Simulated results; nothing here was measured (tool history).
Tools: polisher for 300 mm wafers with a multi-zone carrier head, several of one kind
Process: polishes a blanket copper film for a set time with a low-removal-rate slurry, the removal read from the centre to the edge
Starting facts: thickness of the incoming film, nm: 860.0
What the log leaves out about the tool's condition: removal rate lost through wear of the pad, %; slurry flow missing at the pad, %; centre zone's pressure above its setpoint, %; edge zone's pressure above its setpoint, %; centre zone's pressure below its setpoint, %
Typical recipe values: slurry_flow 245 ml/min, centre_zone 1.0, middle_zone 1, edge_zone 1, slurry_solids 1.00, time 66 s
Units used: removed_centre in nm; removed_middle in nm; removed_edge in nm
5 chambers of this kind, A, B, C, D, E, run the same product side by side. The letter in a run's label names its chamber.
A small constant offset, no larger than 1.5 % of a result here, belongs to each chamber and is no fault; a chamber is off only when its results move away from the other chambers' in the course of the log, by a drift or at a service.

run   hour  slurry_flow  centre_zone  middle_zone  edge_zone  slurry_solids  time  wafers polished on this pad  hours since the slurry nozzle was cleaned  hours since the centre zone pressure was calibrated  hours since the edge zone pressure was calibrated  removed_centre  removed_middle  removed_edge
 1C    4.1          245          1.0            1          1           1.00    66                          393                                      180.7                                                243.6                                              223.0          150.09          152.03        152.68
 2A    8.7          245          1.0            1          1           1.00    66                          868                                      136.4                                                310.8                                              212.4          151.25          152.84        153.77
 3B   11.9          245          1.0            1          1           1.00    66                          137                                      223.7                                                480.6                                              216.0          152.09          150.67        151.63
      12.6  -- chamber A: worn pad replaced by a new one
 4D   15.9          245          1.0            1          1           1.00    66                          284                                      756.7                                                413.8                                              696.7          150.87          153.16        151.26
 5E   19.0          245          1.0            1          1           1.00    66                          201                                      342.6                                               1244.0                                              101.6          152.38          151.10        152.47
 6A   22.4          245          1.0            1          1           1.00    66                           92                                      150.1                                                324.5                                              226.1          153.36          151.98        153.84
 7C   24.6          245          1.0            1          1           1.10    66                          586                                      201.2                                                264.1                                              243.5          154.04          154.51        156.11
 8E   28.8          245          1.0            1          1           1.10    66                          293                                      352.4                                               1253.8                                              111.4          154.62          153.69        155.55
 9B   32.4          245          1.0            1          1           1.10    66                          330                                      244.2                                                501.1                                              236.5          154.66          153.45        156.28
10D   37.1          245          1.0            1          1           1.10    66                          484                                      777.9                                                435.0                                              717.9          154.69          155.36        155.47
11B   39.8          245          1.0            1          1           1.10    66                          400                                      251.6                                                508.5                                              243.9          152.98          154.87        155.88
12C   42.8          245          1.0            1          1           1.00    66                          758                                      219.4                                                282.3                                              261.7          149.81          150.82        153.87
13D   46.1          245          1.0            1          1           1.00    66                          569                                      786.9                                                444.0                                              726.9          151.54          151.91        150.29
14E   48.9          245          1.0            1          1           1.00    66                          483                                      372.5                                               1273.9                                              131.5          154.56          152.12        151.64
      51.0  -- chamber D: worn pad replaced by a new one
15A   51.6          245          1.0            1          1           1.00    66                          367                                      179.3                                                353.7                                              255.3          151.16          150.44        150.24
16B   54.1          245          1.0            1          1           1.00    66                          534                                      265.9                                                522.8                                              258.2          152.07          151.79        151.40
      54.2  -- chamber D: slurry nozzle cleaned
17D   58.4          245          1.0            1          1           1.00    66                           70                                        4.3                                                456.3                                              739.2          150.00          153.67        149.12
      62.7  -- chamber B: edge zone pressure recalibrated
18E   62.9          245          1.0            1          1           1.00    66                          615                                      386.5                                               1287.9                                              145.5          152.02          148.97        149.29
      65.3  -- chamber E: slurry nozzle cleaned
19A   65.6          245          1.0            1          1           1.00    66                          499                                      193.3                                                367.7                                              269.3          151.83          151.12        154.21
20C   68.7          245          1.0            1          1           1.00    66                         1002                                      245.3                                                308.2                                              287.6          153.73          151.63        152.05
21A   71.9          245          1.0            1          1           1.00    66                          559                                      199.6                                                374.0                                              275.6          151.40          152.78        150.60
22C   76.4          245          1.0            1          1           1.00    66                         1074                                      253.0                                                315.9                                              295.3          156.80          153.31        157.74
23E   79.3          245          1.0            1          1           1.00    66                          769                                       14.0                                               1304.3                                              161.9          152.81          152.06        152.25
24B   81.5          245          0.9            1          1           1.00    66                          793                                      293.3                                                550.2                                               18.8          135.55          151.50        153.13
      84.8  -- chamber C: worn pad replaced by a new one
25D   85.9          245          0.9            1          1           1.00    66                          329                                       31.8                                                483.8                                              766.7          135.20          154.35        148.96
26D   89.0          245          0.9            1          1           1.00    66                          358                                       34.9                                                486.9                                              769.8          133.88          152.51        151.83
      89.9  -- chamber E: worn pad replaced by a new one
27E   93.2          245          0.9            1          1           1.00    66                           31                                       27.9                                               1318.2                                              175.8          135.58          148.30        152.24
28A   97.9          245          0.9            1          1           1.00    66                          804                                      225.6                                                400.0                                              301.6          135.48          150.63        152.39
29C  101.7          245          1.0            1          1           1.00    66                          159                                      278.3                                                341.2                                              320.6          158.33          152.09        154.67
30B  104.6          245          1.0            1          1           1.00    66                         1010                                      316.4                                                573.3                                               41.9          152.57          149.31        153.01
31D  107.9          245          1.0            1          1           1.00    66                          536                                       53.8                                                505.8                                              788.7          150.25          153.27        152.42
32E  112.6          245          1.0            1          1           1.00    66                          213                                       47.3                                               1337.6                                              195.2          153.05          151.62        149.86
33C  115.9          245          1.0            1          1           1.00    66                          293                                      292.5                                                355.4                                              334.8          163.58          150.67        153.15
34A  119.7          245          1.0            1          1           0.75    66                         1009                                      247.4                                                421.8                                              323.4          144.58          143.30        143.70
35B  122.7          245          1.0            1          1           0.75    66                         1181                                      334.5                                                591.4                                               60.0          143.17          141.37        143.80
36D  125.4          245          1.0            1          1           0.75    66                          701                                       71.3                                                523.3                                              806.2          142.86          145.77        145.42
37E  129.8          245          1.0            1          1           0.75    66                          375                                       64.5                                               1354.8                                              212.4          143.61          144.52        142.12

All chambers now run identical settings, listed one chamber a line with results as question marks. What results will each chamber show?
38A  133.1          245          1.0            1          1           1.00    66                                                                                                                                                                                               ?               ?             ?
38B  133.1          245          1.0            1          1           1.00    66                                                                                                                                                                                               ?               ?             ?
38C  133.1          245          1.0            1          1           1.00    66                                                                                                                                                                                               ?               ?             ?
38D  133.1          245          1.0            1          1           1.00    66                                                                                                                                                                                               ?               ?             ?
38E  133.1          245          1.0            1          1           1.00    66                                                                                                                                                                                               ?               ?             ?

run  removed_centre  removed_middle  removed_edge
38A          153.84          153.09        150.95
38B          151.58          150.64        152.39
38C          166.22          151.51        152.46
38D          152.36          153.74        149.94
38E          151.41          153.22        152.28
